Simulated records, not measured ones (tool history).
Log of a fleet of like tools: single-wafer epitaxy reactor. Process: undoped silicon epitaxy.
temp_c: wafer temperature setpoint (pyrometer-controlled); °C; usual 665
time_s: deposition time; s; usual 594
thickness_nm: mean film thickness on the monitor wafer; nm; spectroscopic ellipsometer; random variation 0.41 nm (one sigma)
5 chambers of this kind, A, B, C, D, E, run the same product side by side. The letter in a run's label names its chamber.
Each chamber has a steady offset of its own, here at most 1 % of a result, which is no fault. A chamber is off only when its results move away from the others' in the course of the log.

run   hour  temp_c  time_s  hours since the last pyrometer calibration  read-back reference wafer on the same gauge, thickness_nm  thickness_nm
 1B    4.0     665     594                                       332.2                                                     137.01       138.380
 2A    7.5     665     594                                      1266.0                                                     137.00       137.960
 3C   11.2     665     594                                      2513.4                                                     137.04       137.520
 4D   13.3     665     594                                       972.0                                                     136.97       136.700
 5E   15.5     665     594                                       923.1                                                     136.98       138.720
 6A   19.3     651     516                                      1277.8                                                     137.08        88.420
 7D   22.6     651     516                                       981.3                                                     137.03        88.291
 8C   26.8     651     516                                      2529.0                                                     136.86        88.042
 9E   29.1     651     516                                       936.7                                                     136.95        88.306
10B   31.4     651     516                                       359.6                                                     137.10        89.068
11B   34.5     665     594                                       362.7                                                     137.01       137.820
12C   37.8     654     693                                      2540.0                                                     137.03       125.680
13A   41.2     654     693                                      1299.7                                                     137.07       126.620
14E   44.1     654     693                                       951.7                                                     136.95       126.530
15D   46.1     654     693                                      1004.8                                                     137.04       126.890
16A   49.0     654     693                                      1307.5                                                     136.97       127.190
17B   52.5     665     594                                       380.7                                                     136.98       137.990
18C   54.4     679     594                                      2556.6                                                     137.03       181.660
19E   56.8     679     594                                       964.4                                                     137.01       183.980
20D   60.6     679     594                                      1019.3                                                     137.03       183.690
21E   63.4     679     594                                       971.0                                                     136.96       185.090
      64.9  -- chamber C: pyrometer calibrated
22D   67.4     679     594                                      1026.1                                                     137.00       185.100
23A   71.6     665     594                                      1330.1                                                     137.00       138.480
24C   73.6     665     594                                         8.8                                                     137.07       133.120
25B   76.5     665     594                                       404.7                                                     136.92       139.220
26D   79.7     665     496                                      1038.4                                                     136.95       114.670
27A   83.3     665     496                                      1341.8                                                     137.03       114.850
28B   85.8     665     496                                       414.0                                                     136.93       115.320
29C   88.6     665     496                                        23.8                                                     136.99       111.330
30E   91.3     665     496                                       998.9                                                     136.93       115.140
31A   94.8     665     594                                      1353.3                                                     136.99       138.380
32B   97.6     665     594                                       425.8                                                     137.06       138.590
33D  101.0     665     594                                      1059.7                                                     136.95       138.310
34C  103.8     665     594                                        39.0                                                     136.98       132.670
35E  106.3     665     594                                      1013.9                                                     136.95       138.270
36B  108.3     665     594                                       436.5                                                     137.01       137.880
37E  110.8     665     594                                      1018.4                                                     136.95       138.040
38A  112.7     665     594                                      1371.2                                                     137.05       137.610
39C  116.2     665     594                                        51.4                                                     136.99       132.960
40D  118.2     665     594                                      1076.9                                                     137.00       137.510

Is one chamber off against the others, does the gauge drift, or is nothing wrong? If a chamber is off, say which, and what the likeliest cause is.

A service left chamber C off against the others.
Cause: wafer temperature below the value expected at the setpoint (K) = 1.22.

Here are 4 candidates for chamber C's next run, each the usual settings with a change, their results left as question marks. Which one brings its results back in line with what the others give on the usual settings?
In line means no further than this from the other chambers' mean on the usual settings: thickness_nm 1.400 nm
41C-1  121.3     665     603                                                                                                                    ?
41C-2  121.3     665     574                                                                                                                    ?
41C-3  121.3     666     600                                                                                                                    ?
41C-4  121.3     665     585                                                                                                                    ?

The other chambers' mean on the usual settings: thickness_nm 137.880 nm
  run  thickness_nm
41C-1       135.580
41C-2       129.060
41C-3       137.750
41C-4       131.530
41C-3 brings the chamber back in line.
